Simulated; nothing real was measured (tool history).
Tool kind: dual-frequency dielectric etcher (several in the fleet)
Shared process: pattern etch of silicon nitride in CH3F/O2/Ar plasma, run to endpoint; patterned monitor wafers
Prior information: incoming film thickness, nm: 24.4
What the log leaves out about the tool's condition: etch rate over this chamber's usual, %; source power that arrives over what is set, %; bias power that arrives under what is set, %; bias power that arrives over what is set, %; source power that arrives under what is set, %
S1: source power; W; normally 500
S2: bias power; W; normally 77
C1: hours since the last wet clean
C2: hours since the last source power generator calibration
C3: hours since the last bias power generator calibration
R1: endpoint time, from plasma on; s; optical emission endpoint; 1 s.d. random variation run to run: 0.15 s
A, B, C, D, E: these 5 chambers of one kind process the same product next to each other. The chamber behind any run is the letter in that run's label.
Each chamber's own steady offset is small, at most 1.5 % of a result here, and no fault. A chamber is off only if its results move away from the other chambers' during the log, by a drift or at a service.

run,hour,S1,S2,C1,C2,C3,R1
1D,5.7,500,77,356.0,1102.3,1650.7,31.183
# hour 9.8: chamber E: wet clean of the chamber
2C,10.9,500,77,128.0,51.3,1577.3,31.809
3B,15.2,500,77,308.9,635.3,229.4,31.735
4E,20.2,500,77,10.5,4788.1,4395.8,31.877
5A,23.9,500,77,450.6,1540.8,3368.8,31.081
6A,30.3,500,77,457.0,1547.2,3375.2,31.377
7D,33.7,500,77,384.0,1130.3,1678.7,31.641
8B,37.6,500,77,331.3,657.7,251.8,31.581
# hour 40.1: chamber E: bias power generator calibrated
9E,42.5,560,77,32.8,4810.4,2.4,30.240
10C,48.8,560,77,165.9,89.2,1615.2,30.344
11B,53.9,560,77,347.6,674.0,268.1,30.212
12D,56.9,560,77,407.2,1153.5,1701.9,30.101
13A,62.7,560,77,489.4,1579.6,3407.6,30.252
14C,67.0,500,77,184.1,107.4,1633.4,31.594
15E,72.0,500,77,62.3,4839.9,31.9,31.624
16A,75.6,450,92,502.3,1592.5,3420.5,30.711
17B,79.3,450,92,373.0,699.4,293.5,31.014
18C,82.4,450,92,199.5,122.8,1648.8,30.499
19E,88.4,450,92,78.7,4856.3,48.3,30.713
20D,94.9,450,92,445.2,1191.5,1739.9,30.915
21E,100.4,500,77,90.7,4868.3,60.3,31.478
22A,106.7,500,77,533.4,1623.6,3451.6,31.319
23D,113.2,440,91,463.5,1209.8,1758.2,31.466
24C,117.8,440,91,234.9,158.2,1684.2,30.940
25B,122.2,440,91,415.9,742.3,336.4,31.322
# hour 123.8: chamber A: wet clean of the chamber
26D,127.1,440,91,477.4,1223.7,1772.1,31.293
27A,129.9,440,91,6.1,1646.8,3474.8,30.976
28B,134.7,460,62,428.4,754.8,348.9,34.588
29E,140.4,460,62,130.7,4908.3,100.3,35.284
30C,144.4,460,62,261.5,184.8,1710.8,34.657
31B,149.7,460,62,443.4,769.8,363.9,35.192
32C,154.2,460,62,271.3,194.6,1720.6,34.154
33D,158.9,500,77,509.2,1255.5,1803.9,31.409
34E,164.7,410,85,155.0,4932.6,124.6,33.005

All chambers now run identical settings, listed one chamber a line with results as question marks. What results will each chamber show?
35A,169.5,410,77,,,,?
35B,169.5,410,77,,,,?
35C,169.5,410,77,,,,?
35D,169.5,410,77,,,,?
35E,169.5,410,77,,,,?

run,R1
35A,34.199
35B,33.529
35C,32.977
35D,33.975
35E,34.267

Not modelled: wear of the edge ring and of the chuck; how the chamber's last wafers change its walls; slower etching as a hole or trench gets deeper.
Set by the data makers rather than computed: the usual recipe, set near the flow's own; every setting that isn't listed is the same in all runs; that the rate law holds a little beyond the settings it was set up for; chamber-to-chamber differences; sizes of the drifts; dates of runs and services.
